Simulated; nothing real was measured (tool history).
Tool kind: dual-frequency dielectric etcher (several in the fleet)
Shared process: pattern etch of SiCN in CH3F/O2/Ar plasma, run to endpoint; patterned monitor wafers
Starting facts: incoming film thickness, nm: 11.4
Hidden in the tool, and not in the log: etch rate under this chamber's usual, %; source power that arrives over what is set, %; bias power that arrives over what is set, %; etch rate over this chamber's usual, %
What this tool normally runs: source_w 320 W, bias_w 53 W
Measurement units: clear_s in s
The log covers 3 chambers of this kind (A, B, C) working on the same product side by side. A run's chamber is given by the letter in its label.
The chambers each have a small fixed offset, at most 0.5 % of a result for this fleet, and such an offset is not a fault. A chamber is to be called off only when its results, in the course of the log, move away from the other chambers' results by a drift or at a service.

| run | hour | source_w | bias_w | hours since the last wet clean | hours since the last source power generator calibration | hours since the last bias power generator calibration | clear_s |
|---|---|---|---|---|---|---|---|
| 1C | 8.4 | 320 | 53 | 216.2 | 1921.1 | 2316.5 | 36.556 |
| 2B | 18.1 | 320 | 53 | 518.8 | 1601.7 | 498.7 | 36.774 |
| 3A | 28.1 | 320 | 53 | 242.6 | 3661.1 | 224.2 | 36.855 |
| 4A | 35.2 | 320 | 53 | 249.7 | 3668.2 | 231.3 | 36.977 |
| 5C | 40 | 320 | 53 | 247.8 | 1952.7 | 2348.1 | 36.642 |
| 6B | 48.5 | 320 | 53 | 549.2 | 1632.1 | 529.1 | 36.75 |
| 7C | 57.2 | 320 | 53 | 265 | 1969.9 | 2365.3 | 36.72 |
| 8B | 65.1 | 320 | 65 | 565.8 | 1648.7 | 545.7 | 34.266 |
|  | 66.4 | chamber B: wet clean of the chamber |
| 9A | 75.7 | 320 | 65 | 290.2 | 3708.7 | 271.8 | 34.531 |
| 10C | 80.4 | 320 | 65 | 288.2 | 1993.1 | 2388.5 | 34.089 |
| 11B | 90.7 | 320 | 53 | 24.3 | 1674.3 | 571.3 | 35.151 |
| 12A | 98.6 | 320 | 53 | 313.1 | 3731.6 | 294.7 | 36.79 |
| 13B | 105.3 | 320 | 53 | 38.9 | 1688.9 | 585.9 | 35.087 |
| 14A | 115.5 | 320 | 53 | 330 | 3748.5 | 311.6 | 36.913 |
| 15C | 121.1 | 320 | 53 | 328.9 | 2033.8 | 2429.2 | 36.717 |
| 16B | 127.4 | 320 | 53 | 61 | 1711 | 608 | 35.305 |
| 17C | 134.9 | 320 | 53 | 342.7 | 2047.6 | 2443 | 36.68 |
| 18A | 143.4 | 320 | 53 | 357.9 | 3776.4 | 339.5 | 37.013 |
| 19C | 148.2 | 320 | 53 | 356 | 2060.9 | 2456.3 | 36.587 |
| 20A | 153 | 320 | 53 | 367.5 | 3786 | 349.1 | 36.955 |
| 21B | 159.6 | 320 | 53 | 93.2 | 1743.2 | 640.2 | 34.999 |
| 22A | 170.1 | 360 | 53 | 384.6 | 3803.1 | 366.2 | 35.133 |
| 23C | 176.8 | 360 | 53 | 384.6 | 2089.5 | 2484.9 | 34.803 |
| 24B | 182.7 | 360 | 53 | 116.3 | 1766.3 | 663.3 | 33.628 |
| 25C | 190.2 | 320 | 53 | 398 | 2102.9 | 2498.3 | 36.628 |

Which is it: a chamber that has drifted or been left off by a service, a gauge drift common to all chambers, or only each chamber's usual small offset? If a chamber is off, name it and its likeliest cause.

A service left chamber B off against the others.
What lies behind it: etch rate over this chamber's usual, % = 4.55.

Here are 4 candidates for chamber B's next run, each the usual settings with a change, their results left as question marks. Which one brings its results back in line with what the others give on the usual settings?
Allowed miss from the other chambers' usual-settings mean, per result, to count as in line: clear_s 0.44 s
| 26B-1 | 197.9 | 360 | 58 |  |  |  | ? |
| 26B-2 | 197.9 | 300 | 50 |  |  |  | ? |
| 26B-3 | 197.9 | 340 | 56 |  |  |  | ? |
| 26B-4 | 197.9 | 320 | 42 |  |  |  | ? |

Other chambers, usual settings, mean: clear_s 36.751 s
| run | clear_s |
|---|---|
| 26B-1 | 32.573 |
| 26B-2 | 36.674 |
| 26B-3 | 33.68 |
| 26B-4 | 37.867 |
26B-2 is the one that brings the chamber's results back in line with the other chambers.
